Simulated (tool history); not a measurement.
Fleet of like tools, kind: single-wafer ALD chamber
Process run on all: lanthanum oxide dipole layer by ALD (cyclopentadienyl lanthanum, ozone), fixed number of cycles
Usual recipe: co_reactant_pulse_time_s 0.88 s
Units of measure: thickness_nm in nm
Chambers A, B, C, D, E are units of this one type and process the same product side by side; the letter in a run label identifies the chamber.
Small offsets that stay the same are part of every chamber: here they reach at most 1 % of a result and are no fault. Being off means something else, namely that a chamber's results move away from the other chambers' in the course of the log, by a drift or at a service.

run,hour,co_reactant_pulse_time_s,"read-back reference wafer on the same gauge, thickness_nm",thickness_nm
1E,8.3,0.88,0.44865,0.47269
# hour 11.1: chamber C: thermocouple changed; heater temperature recalibrated
2C,14,0.88,0.44853,0.48141
3B,20.9,0.88,0.44932,0.47968
4D,25,0.88,0.44905,0.48111
5A,31.2,0.88,0.44901,0.48338
6C,37.8,0.88,0.44878,0.48567
7B,43.6,0.88,0.44857,0.47548
8A,50.9,0.88,0.44875,0.48508
9E,56.1,1.09,0.4493,0.50741
10D,62.1,1.09,0.44911,0.50932
11D,68.6,1.09,0.44927,0.5096
12E,73.4,1.09,0.44934,0.51343
13C,78.3,1.09,0.44926,0.51166
14A,87.4,0.88,0.44839,0.47913
15B,91.8,0.88,0.44892,0.48764
16C,96.8,0.88,0.44891,0.47954
17D,105,0.88,0.4491,0.4773
18E,110.7,1.18,0.44926,0.52057
19A,118,1.18,0.44858,0.52453
20B,122.8,1.18,0.44965,0.53259
21D,129,1.18,0.44937,0.52398
22C,137,1.18,0.44946,0.52837
23B,142.6,0.88,0.44914,0.48101
24E,150.7,0.88,0.44862,0.47741
25A,156.2,0.88,0.44917,0.47659
26D,161.5,0.88,0.44871,0.48298
27A,168,0.88,0.44965,0.48071
28E,173.9,0.88,0.44936,0.47518
29C,182.7,0.88,0.44848,0.47986
30B,188.8,0.88,0.44892,0.48153
31B,195.9,0.66,0.44979,0.42656
32C,201.6,0.66,0.44894,0.42646
33E,210.7,0.66,0.44925,0.421
34D,219.9,0.66,0.4488,0.42383
35A,229,0.66,0.44974,0.42699
36D,233.5,0.88,0.44914,0.48606
37C,237.6,0.88,0.44916,0.47695
38E,241.7,0.88,0.44981,0.47471
39B,247.4,0.88,0.44891,0.47846
40A,254.6,0.88,0.44894,0.47745
41E,259.3,1.05,0.44937,0.50107
42A,264.8,1.05,0.44918,0.50416
43D,271.7,1.05,0.44896,0.50869
44B,277.4,1.05,0.44937,0.51274

For the next run the whole fleet of 5 chambers uses the same settings. Give each chamber's results:
45A,284.1,0.56,,?
45B,284.1,0.56,,?
45C,284.1,0.56,,?
45D,284.1,0.56,,?
45E,284.1,0.56,,?

run,thickness_nm
45A,0.3959
45B,0.38798
45C,0.39303
45D,0.3909
45E,0.38407
